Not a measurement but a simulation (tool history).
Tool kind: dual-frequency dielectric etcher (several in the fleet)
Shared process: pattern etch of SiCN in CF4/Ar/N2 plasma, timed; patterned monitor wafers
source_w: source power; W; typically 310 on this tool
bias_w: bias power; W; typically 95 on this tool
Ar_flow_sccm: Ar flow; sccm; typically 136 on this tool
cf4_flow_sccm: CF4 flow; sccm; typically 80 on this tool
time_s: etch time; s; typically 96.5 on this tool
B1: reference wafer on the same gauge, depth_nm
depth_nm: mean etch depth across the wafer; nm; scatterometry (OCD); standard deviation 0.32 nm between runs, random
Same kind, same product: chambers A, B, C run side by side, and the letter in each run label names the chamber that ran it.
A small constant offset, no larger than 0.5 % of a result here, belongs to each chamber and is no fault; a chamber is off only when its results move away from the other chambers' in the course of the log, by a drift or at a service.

{"run": "1B", "hour": 2.2, "source_w": 310, "bias_w": 95, "Ar_flow_sccm": 136, "cf4_flow_sccm": 80, "time_s": 96.5, "B1": 62.034, "depth_nm": 64.757}
{"run": "2C", "hour": 4.5, "source_w": 310, "bias_w": 95, "Ar_flow_sccm": 136, "cf4_flow_sccm": 80, "time_s": 96.5, "B1": 62.017, "depth_nm": 64.166}
{"run": "3A", "hour": 7.0, "source_w": 310, "bias_w": 95, "Ar_flow_sccm": 136, "cf4_flow_sccm": 80, "time_s": 96.5, "B1": 62.071, "depth_nm": 65.834}
{"run": "4A", "hour": 10.5, "source_w": 310, "bias_w": 95, "Ar_flow_sccm": 136, "cf4_flow_sccm": 80, "time_s": 96.5, "B1": 61.992, "depth_nm": 65.162}
{"run": "5B", "hour": 13.0, "source_w": 310, "bias_w": 95, "Ar_flow_sccm": 136, "cf4_flow_sccm": 80, "time_s": 96.5, "B1": 62.005, "depth_nm": 64.293}
{"run": "6C", "hour": 16.4, "source_w": 310, "bias_w": 95, "Ar_flow_sccm": 136, "cf4_flow_sccm": 80, "time_s": 96.5, "B1": 61.999, "depth_nm": 64.98}
{"run": "7C", "hour": 19.7, "source_w": 310, "bias_w": 95, "Ar_flow_sccm": 136, "cf4_flow_sccm": 80, "time_s": 96.5, "B1": 61.992, "depth_nm": 65.034}
{"run": "8A", "hour": 23.2, "source_w": 310, "bias_w": 95, "Ar_flow_sccm": 114, "cf4_flow_sccm": 80, "time_s": 96.5, "B1": 61.97, "depth_nm": 66.224}
{"run": "9B", "hour": 26.5, "source_w": 310, "bias_w": 95, "Ar_flow_sccm": 114, "cf4_flow_sccm": 80, "time_s": 96.5, "B1": 61.958, "depth_nm": 66.232}
{"run": "10C", "hour": 30.0, "source_w": 310, "bias_w": 95, "Ar_flow_sccm": 114, "cf4_flow_sccm": 80, "time_s": 96.5, "B1": 62.015, "depth_nm": 66.421}
{"run": "11A", "hour": 34.1, "source_w": 310, "bias_w": 95, "Ar_flow_sccm": 136, "cf4_flow_sccm": 80, "time_s": 96.5, "B1": 62.019, "depth_nm": 64.917}
{"run": "12B", "hour": 37.0, "source_w": 310, "bias_w": 95, "Ar_flow_sccm": 136, "cf4_flow_sccm": 80, "time_s": 96.5, "B1": 61.96, "depth_nm": 64.029}
{"run": "13B", "hour": 39.0, "source_w": 310, "bias_w": 95, "Ar_flow_sccm": 136, "cf4_flow_sccm": 80, "time_s": 96.5, "B1": 61.945, "depth_nm": 65.037}
{"run": "14C", "hour": 43.0, "source_w": 380, "bias_w": 95, "Ar_flow_sccm": 136, "cf4_flow_sccm": 80, "time_s": 96.5, "B1": 61.976, "depth_nm": 77.747}
{"run": "15A", "hour": 47.2, "source_w": 380, "bias_w": 95, "Ar_flow_sccm": 136, "cf4_flow_sccm": 80, "time_s": 96.5, "B1": 61.975, "depth_nm": 77.749}
{"run": "16B", "hour": 50.2, "source_w": 380, "bias_w": 95, "Ar_flow_sccm": 136, "cf4_flow_sccm": 80, "time_s": 96.5, "B1": 61.973, "depth_nm": 76.459}
{"run": "17C", "hour": 52.9, "source_w": 310, "bias_w": 95, "Ar_flow_sccm": 136, "cf4_flow_sccm": 80, "time_s": 96.5, "B1": 62.011, "depth_nm": 65.579}
{"run": "18A", "hour": 54.9, "source_w": 310, "bias_w": 95, "Ar_flow_sccm": 136, "cf4_flow_sccm": 80, "time_s": 96.5, "B1": 61.967, "depth_nm": 65.308}
{"run": "19C", "hour": 57.2, "source_w": 310, "bias_w": 95, "Ar_flow_sccm": 136, "cf4_flow_sccm": 80, "time_s": 96.5, "B1": 61.986, "depth_nm": 64.598}
{"hour": 59.0, "done": "chamber C: wet clean of the chamber"}
{"run": "20A", "hour": 59.2, "source_w": 310, "bias_w": 111, "Ar_flow_sccm": 136, "cf4_flow_sccm": 80, "time_s": 96.5, "B1": 61.961, "depth_nm": 69.02}
{"run": "21B", "hour": 61.9, "source_w": 310, "bias_w": 111, "Ar_flow_sccm": 136, "cf4_flow_sccm": 80, "time_s": 96.5, "B1": 61.909, "depth_nm": 67.734}
{"run": "22C", "hour": 64.6, "source_w": 310, "bias_w": 111, "Ar_flow_sccm": 136, "cf4_flow_sccm": 80, "time_s": 96.5, "B1": 62.009, "depth_nm": 68.705}
{"run": "23B", "hour": 67.3, "source_w": 310, "bias_w": 95, "Ar_flow_sccm": 136, "cf4_flow_sccm": 80, "time_s": 96.5, "B1": 62.072, "depth_nm": 63.664}
{"run": "24A", "hour": 71.1, "source_w": 310, "bias_w": 95, "Ar_flow_sccm": 136, "cf4_flow_sccm": 80, "time_s": 96.5, "B1": 62.031, "depth_nm": 65.032}
{"run": "25A", "hour": 74.5, "source_w": 310, "bias_w": 95, "Ar_flow_sccm": 136, "cf4_flow_sccm": 80, "time_s": 96.5, "B1": 61.968, "depth_nm": 64.943}
{"run": "26C", "hour": 78.3, "source_w": 310, "bias_w": 95, "Ar_flow_sccm": 136, "cf4_flow_sccm": 80, "time_s": 96.5, "B1": 61.976, "depth_nm": 64.33}

Does one chamber stand apart from the rest, does the shared gauge drift, or is all well apart from small per-chamber offsets? Give the chamber and the most likely cause, where there is one.

Chamber B drifts away from the others.
Most likely cause: etch rate under this chamber's usual, % = 3.
It could be hard to tell apart here from: source power that arrives under what is set, %.

Below are 4 candidate recipes for chamber B's next run, each the usual settings with a change, their results shown as question marks. Which of them brings B's results back in line with what the other chambers give on the usual settings?
To be in line, a result may differ from the other chambers' mean on the usual settings by at most: depth_nm 1.1 nm
{"run": "27B-1", "hour": 81.4, "source_w": 290, "bias_w": 93, "Ar_flow_sccm": 136, "cf4_flow_sccm": 79, "time_s": 96.5, "depth_nm": "?"}
{"run": "27B-2", "hour": 81.4, "source_w": 300, "bias_w": 94, "Ar_flow_sccm": 137, "cf4_flow_sccm": 80, "time_s": 96.5, "depth_nm": "?"}
{"run": "27B-3", "hour": 81.4, "source_w": 320, "bias_w": 96, "Ar_flow_sccm": 136, "cf4_flow_sccm": 80, "time_s": 96.5, "depth_nm": "?"}
{"run": "27B-4", "hour": 81.4, "source_w": 320, "bias_w": 95, "Ar_flow_sccm": 135, "cf4_flow_sccm": 80, "time_s": 100.5, "depth_nm": "?"}

What the other chambers average on the usual settings: depth_nm 64.954 nm
run=27B-1 depth_nm=58.607
run=27B-2 depth_nm=60.638
run=27B-3 depth_nm=64.696
run=27B-4 depth_nm=67.175
With 27B-3, the chamber falls back in line with the rest.
